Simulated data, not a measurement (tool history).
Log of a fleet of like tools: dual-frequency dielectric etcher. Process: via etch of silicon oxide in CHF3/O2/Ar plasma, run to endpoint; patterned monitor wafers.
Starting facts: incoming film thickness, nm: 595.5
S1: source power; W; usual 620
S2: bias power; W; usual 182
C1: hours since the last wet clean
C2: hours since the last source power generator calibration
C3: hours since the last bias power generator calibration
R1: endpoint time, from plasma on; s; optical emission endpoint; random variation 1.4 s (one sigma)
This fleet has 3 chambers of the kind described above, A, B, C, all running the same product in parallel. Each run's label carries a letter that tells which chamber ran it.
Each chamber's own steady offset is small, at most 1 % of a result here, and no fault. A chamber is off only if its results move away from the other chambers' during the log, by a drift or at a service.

run 1C hour=7.9 | S1=620 S2=182 | C1=331.3 C2=1212.0 C3=2184.1 | R1=297.08
run 2A hour=13.0 | S1=620 S2=182 | C1=519.4 C2=2303.1 C3=957.3 | R1=296.40
run 3B hour=19.4 | S1=620 S2=182 | C1=111.1 C2=335.4 C3=171.5 | R1=296.22
run 4C hour=26.4 | S1=620 S2=182 | C1=349.8 C2=1230.5 C3=2202.6 | R1=295.54
run 5B hour=31.6 | S1=620 S2=182 | C1=123.3 C2=347.6 C3=183.7 | R1=294.94
run 6A hour=41.2 | S1=620 S2=182 | C1=547.6 C2=2331.3 C3=985.5 | R1=294.37
run 7C hour=51.3 | S1=620 S2=182 | C1=374.7 C2=1255.4 C3=2227.5 | R1=296.30
run 8A hour=57.4 | S1=520 S2=165 | C1=563.8 C2=2347.5 C3=1001.7 | R1=329.99
run 9B hour=66.3 | S1=520 S2=165 | C1=158.0 C2=382.3 C3=218.4 | R1=325.11
run 10A hour=72.6 | S1=520 S2=165 | C1=579.0 C2=2362.7 C3=1016.9 | R1=330.65
run 11B hour=84.1 | S1=620 S2=182 | C1=175.8 C2=400.1 C3=236.2 | R1=293.87
run 12C hour=94.8 | S1=620 S2=182 | C1=418.2 C2=1298.9 C3=2271.0 | R1=295.52
run 13C hour=103.6 | S1=730 S2=213 | C1=427.0 C2=1307.7 C3=2279.8 | R1=264.42
run 14A hour=108.8 | S1=730 S2=213 | C1=615.2 C2=2398.9 C3=1053.1 | R1=267.32
run 15B hour=114.2 | S1=730 S2=213 | C1=205.9 C2=430.2 C3=266.3 | R1=261.14
-- hour=117.7 chamber A: wet clean of the chamber
run 16B hour=124.4 | S1=620 S2=182 | C1=216.1 C2=440.4 C3=276.5 | R1=291.82
run 17A hour=129.8 | S1=620 S2=182 | C1=12.2 C2=2419.9 C3=1074.1 | R1=295.07
run 18C hour=140.2 | S1=620 S2=182 | C1=463.6 C2=1344.3 C3=2316.4 | R1=296.39
run 19C hour=145.5 | S1=620 S2=182 | C1=468.9 C2=1349.6 C3=2321.7 | R1=294.24
run 20B hour=153.9 | S1=620 S2=182 | C1=245.6 C2=469.9 C3=306.0 | R1=295.11
run 21A hour=163.1 | S1=480 S2=182 | C1=45.5 C2=2453.2 C3=1107.4 | R1=326.89
run 22C hour=169.2 | S1=480 S2=182 | C1=492.6 C2=1373.3 C3=2345.4 | R1=329.12
run 23B hour=177.3 | S1=480 S2=182 | C1=269.0 C2=493.3 C3=329.4 | R1=322.77
run 24A hour=188.7 | S1=620 S2=182 | C1=71.1 C2=2478.8 C3=1133.0 | R1=296.61
run 25A hour=197.8 | S1=510 S2=182 | C1=80.2 C2=2487.9 C3=1142.1 | R1=319.65
-- hour=200.8 chamber C: wet clean of the chamber
run 26C hour=204.4 | S1=510 S2=182 | C1=3.6 C2=1408.5 C3=2380.6 | R1=307.22
run 27B hour=210.3 | S1=510 S2=182 | C1=302.0 C2=526.3 C3=362.4 | R1=316.22
run 28C hour=219.5 | S1=620 S2=182 | C1=18.7 C2=1423.6 C3=2395.7 | R1=284.13
run 29A hour=230.5 | S1=620 S2=182 | C1=112.9 C2=2520.6 C3=1174.8 | R1=296.48
run 30B hour=241.4 | S1=620 S2=182 | C1=333.1 C2=557.4 C3=393.5 | R1=292.60
run 31A hour=251.6 | S1=620 S2=182 | C1=134.0 C2=2541.7 C3=1195.9 | R1=298.13
-- hour=258.1 chamber C: bias power generator calibrated
run 32C hour=261.1 | S1=620 S2=182 | C1=60.3 C2=1465.2 C3=3.1 | R1=285.57
run 33B hour=270.1 | S1=620 S2=182 | C1=361.8 C2=586.1 C3=422.2 | R1=293.13
run 34C hour=280.9 | S1=750 S2=182 | C1=80.1 C2=1485.0 C3=22.9 | R1=264.33
run 35B hour=290.1 | S1=750 S2=182 | C1=381.8 C2=606.1 C3=442.2 | R1=271.27
run 36A hour=300.7 | S1=750 S2=182 | C1=183.1 C2=2590.8 C3=1245.0 | R1=273.88
run 37B hour=307.2 | S1=620 S2=182 | C1=398.9 C2=623.2 C3=459.3 | R1=296.79
run 38A hour=315.8 | S1=620 S2=182 | C1=198.2 C2=2605.9 C3=1260.1 | R1=294.49
run 39C hour=326.6 | S1=620 S2=182 | C1=125.8 C2=1530.7 C3=68.6 | R1=286.27
run 40C hour=335.8 | S1=620 S2=182 | C1=135.0 C2=1539.9 C3=77.8 | R1=285.45
run 41B hour=342.2 | S1=620 S2=182 | C1=433.9 C2=658.2 C3=494.3 | R1=293.25
run 42A hour=349.4 | S1=620 S2=182 | C1=231.8 C2=2639.5 C3=1293.7 | R1=298.38
run 43B hour=358.5 | S1=620 S2=182 | C1=450.2 C2=674.5 C3=510.6 | R1=293.39
run 44A hour=370.0 | S1=620 S2=182 | C1=252.4 C2=2660.1 C3=1314.3 | R1=296.73

Predict what each chamber gives when all 3 of them run the settings below next.
run 45A hour=378.3 | S1=620 S2=182 | R1=?
run 45B hour=378.3 | S1=620 S2=182 | R1=?
run 45C hour=378.3 | S1=620 S2=182 | R1=?

run=45A R1=294.83
run=45B R1=292.61
run=45C R1=282.89
